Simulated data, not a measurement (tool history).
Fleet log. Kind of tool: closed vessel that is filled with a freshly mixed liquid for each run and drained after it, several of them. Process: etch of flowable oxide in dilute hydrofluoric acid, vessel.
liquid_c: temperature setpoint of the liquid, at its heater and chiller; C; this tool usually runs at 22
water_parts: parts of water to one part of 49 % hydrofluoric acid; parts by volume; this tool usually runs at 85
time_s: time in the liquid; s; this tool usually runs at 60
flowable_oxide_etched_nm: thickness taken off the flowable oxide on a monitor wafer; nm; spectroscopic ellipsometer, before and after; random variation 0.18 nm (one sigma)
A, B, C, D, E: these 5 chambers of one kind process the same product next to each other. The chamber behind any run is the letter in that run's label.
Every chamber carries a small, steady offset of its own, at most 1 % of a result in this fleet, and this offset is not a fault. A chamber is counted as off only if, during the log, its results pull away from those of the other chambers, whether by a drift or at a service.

run	hour	liquid_c	water_parts	time_s	hours since the thermometer was replaced	hours since the hydrofluoric acid flow meter was replaced	read-back film thickness of the flowable oxide reference wafer, read on the same gauge (nm)	flowable_oxide_etched_nm
1B	8.9	22	85	60	1026	1296.3	59.988	31.818
2C	14.3	22	85	60	742.5	1297.5	60.017	30.814
3E	24.7	22	85	60	418.1	415.9	59.992	31.609
4A	34.9	22	85	60	58.6	759.9	60.009	31.132
5D	44.6	22	85	60	1006.7	903.4	60.021	31.046
6C	51.7	22	85	60	779.9	1334.9	59.985	31.314
7A	62.4	22	85	60	86.1	787.4	60.013	31.329
8D	71.9	22	85	60	1034	930.7	60.008	31.118
9B	79.3	22	85	60	1096.4	1366.7	60.003	31.376
10E	90.2	22	85	60	483.6	481.4	59.999	31.571
11E	99.3	22	85	60	492.7	490.5	60.027	31.369
12A	108	22	85	60	131.7	833	59.992	31.151
13D	116.4	22	85	60	1078.5	975.2	59.986	31.254
14C	122.2	22	85	60	850.4	1405.4	60.014	31.018
15B	132.6	22	85	60	1149.7	1420	60.007	31.876
16C	141	22	85	60	869.2	1424.2	60.024	31.298
# hour 144: chamber D: hydrofluoric acid flow meter replaced
17E	146.4	22	85	60	539.8	537.6	60.022	31.559
18A	156.7	22	85	60	180.4	881.7	60.021	31.425
19B	162.1	22	85	60	1179.2	1449.5	59.992	31.593
20D	173	22	85	60	1135.1	29.1	59.987	30.973
# hour 180.8: chamber B: thermometer replaced
21C	183.6	22	85	60	911.8	1466.8	59.996	31.258
22D	192.1	22	85	60	1154.2	48.2	60.003	31.027
23A	203.5	22	85	60	227.2	928.5	60.018	31.177
24E	212.8	22	85	60	606.2	604	60.014	30.988
25B	218.9	22	110	35	38.2	1506.3	59.999	13.753
26A	228.5	22	110	35	252.2	953.5	59.991	13.598
27E	234.2	22	110	35	627.6	625.4	60.002	13.577
28B	243.4	22	110	35	62.7	1530.8	60.015	13.785
29C	250.5	22	110	35	978.7	1533.7	59.977	13.546
30D	256.2	22	85	60	1218.3	112.3	60.015	31.446
31A	266.6	22	85	60	290.3	991.6	60.014	31.12
32B	278.2	22	85	60	97.5	1565.6	59.993	31.439
33E	287.3	22	85	60	680.7	678.5	60.021	30.498
34C	296.1	22	85	60	1024.3	1579.3	60.015	31.151
35D	307.4	22	85	60	1269.5	163.5	59.994	31.06
36C	315.6	24	55	60	1043.8	1598.8	60.023	54.897
37E	324.1	24	55	60	717.5	715.3	60.016	53.318
# hour 330.6: chamber D: thermometer replaced
38B	335.4	24	55	60	154.7	1622.8	60	54.363
39A	341.3	24	55	60	365	1066.3	60.023	54.705
40D	351.6	24	55	60	21	207.7	59.997	54.704
41C	360.8	22	50	60	1089	1644	59.981	55.825
42E	368.5	22	50	60	761.9	759.7	59.968	53.725
43D	375.6	22	50	60	45	231.7	59.993	55.621

The same settings go to every chamber for the next run, one line per chamber below. Forecast the results for each:
44A	383.9	26	85	60				?
44B	383.9	26	85	60				?
44C	383.9	26	85	60				?
44D	383.9	26	85	60				?
44E	383.9	26	85	60				?

run	flowable_oxide_etched_nm
44A	36.708
44B	36.693
44C	36.774
44D	36.064
44E	35.568
